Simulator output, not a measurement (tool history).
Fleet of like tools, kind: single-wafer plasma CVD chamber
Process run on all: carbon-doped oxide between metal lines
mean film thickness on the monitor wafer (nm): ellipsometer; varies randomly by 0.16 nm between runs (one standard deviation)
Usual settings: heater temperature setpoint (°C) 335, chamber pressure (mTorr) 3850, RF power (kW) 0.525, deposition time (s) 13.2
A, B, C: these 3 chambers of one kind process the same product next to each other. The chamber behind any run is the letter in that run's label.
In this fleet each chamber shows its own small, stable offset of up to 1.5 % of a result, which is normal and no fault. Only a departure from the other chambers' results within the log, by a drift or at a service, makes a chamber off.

run,hour,heater temperature setpoint (°C),chamber pressure (mTorr),RF power (kW),deposition time (s),"read-back reference wafer on the same gauge, thickness_nm",mean film thickness on the monitor wafer (nm)
1A,14.6,335,3850,0.525,13.2,79.721,70.498
2B,30.4,335,3850,0.525,13.2,79.673,72.210
3C,42.3,335,3850,0.525,13.2,79.731,71.065
4C,49.1,335,3850,0.525,13.2,79.687,71.107
5A,57.6,335,3850,0.525,13.2,79.718,70.421
# hour 66.1: chamber A: capacitance manometer re-zeroed and calibrated
6B,72.4,335,3850,0.525,13.2,79.694,72.129
7A,83.6,335,3850,0.525,13.2,79.669,70.550
8B,95.8,335,3850,0.525,13.2,79.683,72.090
# hour 107.1: chamber C: RF generator calibrated
9C,111.3,335,3850,0.525,13.2,79.688,71.484
10A,125.8,342,3850,0.525,13.2,79.731,69.244
11C,138.5,342,3850,0.525,13.2,79.689,69.591
12B,147.0,342,3850,0.525,13.2,79.689,70.650
13A,158.4,335,3850,0.565,15.8,79.662,87.990
14C,167.6,335,3850,0.565,15.8,79.715,88.841
15B,182.1,335,3850,0.565,15.8,79.718,90.111
16B,189.7,335,3850,0.525,13.2,79.637,71.612
17C,203.0,335,3850,0.525,13.2,79.694,71.416
18A,210.7,335,3850,0.525,13.2,79.706,70.613
19C,219.1,348,3850,0.470,13.2,79.672,63.461
20B,232.9,348,3850,0.470,13.2,79.715,64.528
21A,246.9,348,3850,0.470,13.2,79.744,63.126
22C,256.9,335,3850,0.525,13.2,79.668,71.139

Each of the 3 chambers runs these same settings next. Fill in every chamber's results:
23A,268.3,335,4380,0.525,13.2,,?
23B,268.3,335,4380,0.525,13.2,,?
23C,268.3,335,4380,0.525,13.2,,?

run,mean film thickness on the monitor wafer (nm)
23A,71.697
23B,72.996
23C,72.184
